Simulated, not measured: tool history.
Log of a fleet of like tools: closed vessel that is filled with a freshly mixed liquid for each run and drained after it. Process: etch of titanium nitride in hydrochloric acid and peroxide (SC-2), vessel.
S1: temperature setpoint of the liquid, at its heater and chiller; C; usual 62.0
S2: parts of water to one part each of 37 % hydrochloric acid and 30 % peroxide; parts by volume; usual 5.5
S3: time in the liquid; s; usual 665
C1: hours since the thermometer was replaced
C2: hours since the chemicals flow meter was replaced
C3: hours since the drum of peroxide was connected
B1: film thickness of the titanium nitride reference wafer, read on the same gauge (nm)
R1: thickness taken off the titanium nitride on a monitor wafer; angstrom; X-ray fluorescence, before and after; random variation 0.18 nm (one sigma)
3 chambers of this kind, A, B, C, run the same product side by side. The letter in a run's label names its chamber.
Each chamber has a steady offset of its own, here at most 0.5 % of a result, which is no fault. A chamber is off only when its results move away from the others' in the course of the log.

run,hour,S1,S2,S3,C1,C2,C3,B1,R1
1A,4.4,62.0,5.5,665,823.6,735.1,1186.8,50.002,499.78
2C,7.5,62.0,5.5,665,1156.3,714.0,137.6,50.008,497.05
3B,11.0,62.0,5.5,665,128.8,794.2,43.8,50.009,499.14
4B,14.9,62.0,5.5,665,132.7,798.1,47.7,49.990,495.47
5A,17.9,62.0,8.5,1000,837.1,748.6,1200.3,50.003,536.73
6C,23.0,62.0,8.5,1000,1171.8,729.5,153.1,49.996,540.63
7C,25.5,62.0,8.5,1000,1174.3,732.0,155.6,50.026,536.08
8A,29.1,62.0,5.5,665,848.3,759.8,1211.5,49.996,498.24
9B,32.3,62.0,5.5,665,150.1,815.5,65.1,49.991,499.73
10A,37.1,62.0,5.5,665,856.3,767.8,1219.5,49.988,497.55
11B,41.3,62.0,5.5,665,159.1,824.5,74.1,50.001,497.47
12C,45.7,62.0,5.5,665,1194.5,752.2,175.8,49.997,493.41
13B,50.1,62.0,5.5,665,167.9,833.3,82.9,50.007,497.87
14C,52.6,62.0,5.5,665,1201.4,759.1,182.7,50.003,491.65
15A,57.4,57.5,5.5,665,876.6,788.1,1239.8,50.004,374.69
16C,61.5,57.5,5.5,665,1210.3,768.0,191.6,49.985,365.27
17A,65.6,57.5,5.5,665,884.8,796.3,1248.0,49.985,373.35
18B,68.8,62.0,8.0,665,186.6,852.0,101.6,50.007,370.24
19B,72.0,62.0,8.0,665,189.8,855.2,104.8,49.995,374.39
20A,75.4,62.0,8.0,665,894.6,806.1,1257.8,49.999,376.70
21C,79.9,62.0,5.5,665,1228.7,786.4,210.0,49.999,477.36
22B,84.4,62.0,5.5,665,202.2,867.6,117.2,50.005,498.14
23C,87.6,62.0,7.5,400,1236.4,794.1,217.7,49.985,225.46

All 3 chambers run these settings next. Forecast each chamber's results:
24A,91.2,62.0,5.5,665,,,,,?
24B,91.2,62.0,5.5,665,,,,,?
24C,91.2,62.0,5.5,665,,,,,?

run,R1
24A,497.71
24B,495.83
24C,478.28
